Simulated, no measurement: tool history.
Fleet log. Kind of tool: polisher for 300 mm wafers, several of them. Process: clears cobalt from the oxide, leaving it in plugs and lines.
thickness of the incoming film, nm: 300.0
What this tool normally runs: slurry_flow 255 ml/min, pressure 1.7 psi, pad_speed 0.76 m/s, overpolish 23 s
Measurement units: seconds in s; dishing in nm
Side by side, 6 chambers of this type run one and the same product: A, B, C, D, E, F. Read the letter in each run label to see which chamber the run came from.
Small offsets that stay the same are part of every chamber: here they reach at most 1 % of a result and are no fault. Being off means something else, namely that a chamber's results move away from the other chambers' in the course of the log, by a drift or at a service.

run,hour,slurry_flow,pressure,pad_speed,overpolish,wafers polished on this pad,hours since the slurry nozzle was cleaned,hours since the head pressure was calibrated,seconds,dishing
# hour 3.8: chamber D: worn pad replaced by a new one
1F,10,255,1.7,0.76,23,388,330.4,36.7,87.7,46.228
# hour 16.1: chamber A: worn pad replaced by a new one
2B,18.9,255,1.7,0.76,23,1191,208.5,631.7,86.79,45.601
# hour 22.1: chamber E: worn pad replaced by a new one
3C,29.8,255,1.7,0.76,23,603,254.6,77.2,85.149,45.938
4D,37.1,255,1.7,0.76,23,305,139,178.2,87.078,45.388
5A,43,255,1.7,0.76,23,247,376.9,974.6,85.5,45.732
# hour 47.1: chamber F: worn pad replaced by a new one
# hour 48.6: chamber C: slurry nozzle cleaned
# hour 49.1: chamber B: worn pad replaced by a new one
6E,52.7,255,1.7,0.76,23,280,422.2,370.5,86.467,46.983
7E,64.1,255,1.7,0.76,23,385,433.6,381.9,86.391,46.989
8F,71.2,255,1.7,0.76,23,221,391.6,97.9,87.587,45.176
# hour 75.3: chamber D: worn pad replaced by a new one
9A,81.1,255,1.7,0.76,23,596,415,1012.7,86.689,46.161
10B,87.8,255,1.7,0.76,23,355,277.4,700.6,86.699,46.552
# hour 92.4: chamber A: slurry nozzle cleaned
# hour 93.4: chamber A: worn pad replaced by a new one
11C,93.5,255,1.7,0.76,23,1187,44.9,140.9,86.373,45.486
12D,99.3,255,1.7,0.76,23,220,201.2,240.4,87.046,47.223
13A,104.7,255,1.7,0.76,23,104,12.4,1036.3,88.488,45.888
# hour 110.6: chamber E: worn pad replaced by a new one
14D,115.8,255,1.7,0.76,23,371,217.7,256.9,86.806,45.551
15E,122.1,255,1.7,0.76,23,106,491.6,439.9,87.275,46.694
# hour 124.9: chamber F: worn pad replaced by a new one
16B,129.4,255,1.7,0.76,23,736,319,742.2,87.475,46.643
# hour 133.5: chamber C: worn pad replaced by a new one
17C,134.4,255,1.7,0.76,23,8,85.8,181.8,86.022,45.653
18F,145.3,255,2.3,0.76,23,187,465.7,172,64.027,51.619
# hour 145.8: chamber D: worn pad replaced by a new one
19E,154.8,255,2.3,0.76,23,405,524.3,472.6,63.795,55.027
20A,161.1,255,2.3,0.76,23,620,68.8,1092.7,64.267,51.907
21F,171.3,255,2.3,0.76,23,425,491.7,198,64.803,55.002
22B,178.8,255,2.3,0.76,23,1189,368.4,791.6,65.327,51.737
# hour 185.3: chamber A: worn pad replaced by a new one
23C,190.3,255,2.3,0.76,23,520,141.7,237.7,62.914,54
# hour 196.1: chamber F: worn pad replaced by a new one
24D,197.9,255,1.7,0.76,23,477,299.8,339,85.893,46.434
25D,205.5,255,1.7,0.76,23,547,307.4,346.6,86.817,47.384
# hour 210.8: chamber B: worn pad replaced by a new one
# hour 212: chamber E: worn pad replaced by a new one
26A,214.9,255,1.7,0.76,23,271,122.6,1146.5,87.816,47.891
27E,223.2,255,1.7,0.76,23,103,592.7,541,85.854,46.515
28C,229.3,255,1.7,0.76,23,878,180.7,276.7,85.751,45.844
# hour 230.4: chamber D: worn pad replaced by a new one
29F,235.8,255,1.7,0.76,23,364,556.2,262.5,87.696,45.17
30B,246,255,1.7,0.76,23,323,435.6,858.8,88.796,46.115
31F,252.4,255,1.7,0.76,23,516,572.8,279.1,88.761,46.436
32A,257.9,285,1.7,0.76,28,665,165.6,1189.5,87.403,50.003
# hour 263.6: chamber E: head pressure recalibrated
33E,264.4,285,1.7,0.76,28,480,633.9,0.9,84.751,48.949
# hour 268.2: chamber C: worn pad replaced by a new one
34B,274.4,285,1.7,0.76,28,583,464,887.2,88.318,47.575
# hour 279.4: chamber A: worn pad replaced by a new one
# hour 283: chamber F: worn pad replaced by a new one
35D,283.2,285,1.7,0.76,28,484,385.1,424.3,86.026,51.736
# hour 291.6: chamber A: head pressure recalibrated
36C,292.3,285,1.7,0.76,28,221,243.7,339.7,86.818,47.821
37E,301.7,285,1.7,0.76,28,822,671.2,38.2,85.888,49.617
# hour 302: chamber D: worn pad replaced by a new one
38F,307.8,255,1.7,0.76,23,227,628.2,334.5,87.954,46.463
39C,317.3,255,1.7,0.76,23,450,268.7,364.7,85.696,46.306
40B,328,255,1.7,0.76,23,1074,517.6,940.8,93.181,46.033
41A,334.6,255,1.7,0.76,23,506,242.3,43,85.968,46.188
42D,346.1,255,1.7,0.76,23,404,448,487.2,87.491,46.848

Each of the 6 chambers runs these same settings next. Fill in every chamber's results:
43A,354.3,255,2.1,0.76,23,,,,?,?
43B,354.3,255,2.1,0.76,23,,,,?,?
43C,354.3,255,2.1,0.76,23,,,,?,?
43D,354.3,255,2.1,0.76,23,,,,?,?
43E,354.3,255,2.1,0.76,23,,,,?,?
43F,354.3,255,2.1,0.76,23,,,,?,?

run,seconds,dishing
43A,71.7,51.407
43B,75.486,49.315
43C,68.499,49.607
43D,69.483,52.664
43E,70.526,49.203
43F,70.879,50.51
